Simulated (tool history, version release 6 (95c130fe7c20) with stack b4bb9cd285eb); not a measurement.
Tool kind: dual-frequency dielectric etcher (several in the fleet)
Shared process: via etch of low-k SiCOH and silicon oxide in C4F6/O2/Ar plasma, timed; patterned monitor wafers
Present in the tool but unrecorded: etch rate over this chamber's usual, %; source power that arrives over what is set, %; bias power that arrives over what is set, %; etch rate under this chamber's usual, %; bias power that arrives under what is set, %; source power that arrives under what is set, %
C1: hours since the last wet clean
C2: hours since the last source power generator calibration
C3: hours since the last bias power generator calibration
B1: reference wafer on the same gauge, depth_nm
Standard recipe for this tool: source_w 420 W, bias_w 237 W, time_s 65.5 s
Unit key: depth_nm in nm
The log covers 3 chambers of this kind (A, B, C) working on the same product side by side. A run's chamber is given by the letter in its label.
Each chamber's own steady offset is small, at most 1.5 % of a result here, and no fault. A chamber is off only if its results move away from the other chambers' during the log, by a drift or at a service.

Run 1C, hour 9.1: usual settings; C1 294.9; C2 2195.9; C3 1509.3; B1 198.92. Result: depth_nm 190.84 nm.
Run 2B, hour 16.8: usual settings; C1 59.5; C2 3027.8; C3 449.2; B1 199.04. Result: depth_nm 189.26 nm.
Run 3A, hour 26.7: usual settings; C1 152.5; C2 975.9; C3 3648.3; B1 199.05. Result: depth_nm 193.15 nm.
Run 4C, hour 35.2: usual settings; C1 321; C2 2222; C3 1535.4; B1 199. Result: depth_nm 190.23 nm.
Run 5A, hour 43.4: usual settings; C1 169.2; C2 992.6; C3 3665; B1 199.08. Result: depth_nm 192.87 nm.
Run 6B, hour 50.2: usual settings; C1 92.9; C2 3061.2; C3 482.6; B1 199.04. Result: depth_nm 189.93 nm.
Run 7C, hour 64.9: usual settings; C1 350.7; C2 2251.7; C3 1565.1; B1 198.91. Result: depth_nm 190.82 nm.
Run 8A, hour 77.7: usual settings but source_w 340 W, time_s 58 s; C1 203.5; C2 1026.9; C3 3699.3; B1 198.92. Result: depth_nm 157.11 nm.
Run 9B, hour 89.8: usual settings but source_w 340 W, time_s 58 s; C1 132.5; C2 3100.8; C3 522.2; B1 198.93. Result: depth_nm 154.35 nm.
Run 10A, hour 102.1: usual settings but source_w 340 W, time_s 58 s; C1 227.9; C2 1051.3; C3 3723.7; B1 198.9. Result: depth_nm 157.11 nm.
Run 11B, hour 109.8: usual settings; C1 152.5; C2 3120.8; C3 542.2; B1 199.04. Result: depth_nm 188.26 nm.
Run 12C, hour 120.1: usual settings; C1 405.9; C2 2306.9; C3 1620.3; B1 199.04. Result: depth_nm 191.14 nm.
Run 13A, hour 131.8: usual settings; C1 257.6; C2 1081; C3 3753.4; B1 198.76. Result: depth_nm 192.49 nm.
Run 14B, hour 145.9: usual settings but source_w 340 W, bias_w 203 W; C1 188.6; C2 3156.9; C3 578.3; B1 199. Result: depth_nm 164.97 nm.
At hour 150.7: chamber C: wet clean of the chamber.
Run 15C, hour 160.9: usual settings but source_w 340 W, bias_w 203 W; C1 10.2; C2 2347.7; C3 1661.1; B1 198.87. Result: depth_nm 166.54 nm.
Run 16C, hour 170.2: usual settings but source_w 340 W, bias_w 203 W; C1 19.5; C2 2357; C3 1670.4; B1 198.98. Result: depth_nm 167.08 nm.
Run 17A, hour 179.4: usual settings; C1 305.2; C2 1128.6; C3 3801; B1 198.91. Result: depth_nm 192.72 nm.
Run 18B, hour 189.5: usual settings; C1 232.2; C2 3200.5; C3 621.9; B1 199.05. Result: depth_nm 188.81 nm.
Run 19A, hour 198: usual settings; C1 323.8; C2 1147.2; C3 3819.6; B1 199.01. Result: depth_nm 191.62 nm.
Run 20B, hour 212.4: usual settings; C1 255.1; C2 3223.4; C3 644.8; B1 198.98. Result: depth_nm 186.73 nm.
Run 21C, hour 226.1: usual settings; C1 75.4; C2 2412.9; C3 1726.3; B1 199.13. Result: depth_nm 190.69 nm.
Run 22C, hour 238.9: usual settings; C1 88.2; C2 2425.7; C3 1739.1; B1 198.96. Result: depth_nm 190.96 nm.
Run 23B, hour 253.7: usual settings; C1 296.4; C2 3264.7; C3 686.1; B1 198.94. Result: depth_nm 188.09 nm.
Run 24A, hour 261.8: usual settings; C1 387.6; C2 1211; C3 3883.4; B1 198.87. Result: depth_nm 193.61 nm.
Run 25A, hour 270.9: usual settings; C1 396.7; C2 1220.1; C3 3892.5; B1 198.96. Result: depth_nm 192.64 nm.
Run 26B, hour 283.9: usual settings; C1 326.6; C2 3294.9; C3 716.3; B1 198.88. Result: depth_nm 186.77 nm.
Run 27C, hour 295.1: usual settings; C1 144.4; C2 2481.9; C3 1795.3; B1 198.87. Result: depth_nm 190.81 nm.
Run 28A, hour 302.5: usual settings; C1 428.3; C2 1251.7; C3 3924.1; B1 198.92. Result: depth_nm 191.79 nm.
Run 29C, hour 312.9: usual settings; C1 162.2; C2 2499.7; C3 1813.1; B1 198.97. Result: depth_nm 190.88 nm.
Run 30B, hour 326.7: usual settings; C1 369.4; C2 3337.7; C3 759.1; B1 198.93. Result: depth_nm 186.85 nm.
At hour 334.5: chamber A: wet clean of the chamber.
Run 31A, hour 339.9: usual settings; C1 5.5; C2 1289.1; C3 3961.5; B1 199.08. Result: depth_nm 191.76 nm.

Has any chamber moved away from the others, gradually or after a service, or does the common gauge drift, or do the chambers differ only by their own small steady offsets? State the chamber and the most likely cause if one applies.

Little by little, chamber B moves away from the other chambers.
Most likely cause: bias power that arrives under what is set, % = 5.09.
Not necessarily distinguishable in this log from: etch rate under this chamber's usual, %; source power that arrives under what is set, %.

Chamber B could run next with any of the 4 candidate recipes listed below; each alters the usual settings, and their results appear as question marks. Which one brings its results back in line with what the other chambers deliver on the usual settings?
A result is in line if it is within this distance of the other chambers' mean on the usual settings: depth_nm 2 nm
Run 32B-1, hour 350.9: usual settings but time_s 66 s. Result: depth_nm ?.
Run 32B-2, hour 350.9: usual settings but time_s 67.5 s. Result: depth_nm ?.
Run 32B-3, hour 350.9: usual settings but bias_w 236 W, time_s 63.5 s. Result: depth_nm ?.
Run 32B-4, hour 350.9: usual settings but source_w 410 W, bias_w 234 W. Result: depth_nm ?.

The mean the other chambers reach with the usual settings: depth_nm 191.71 nm
  run  depth_nm
32B-1    187.72
32B-2    191.98
32B-3    180.36
32B-4    183.79
32B-2 brings the chamber back in line.

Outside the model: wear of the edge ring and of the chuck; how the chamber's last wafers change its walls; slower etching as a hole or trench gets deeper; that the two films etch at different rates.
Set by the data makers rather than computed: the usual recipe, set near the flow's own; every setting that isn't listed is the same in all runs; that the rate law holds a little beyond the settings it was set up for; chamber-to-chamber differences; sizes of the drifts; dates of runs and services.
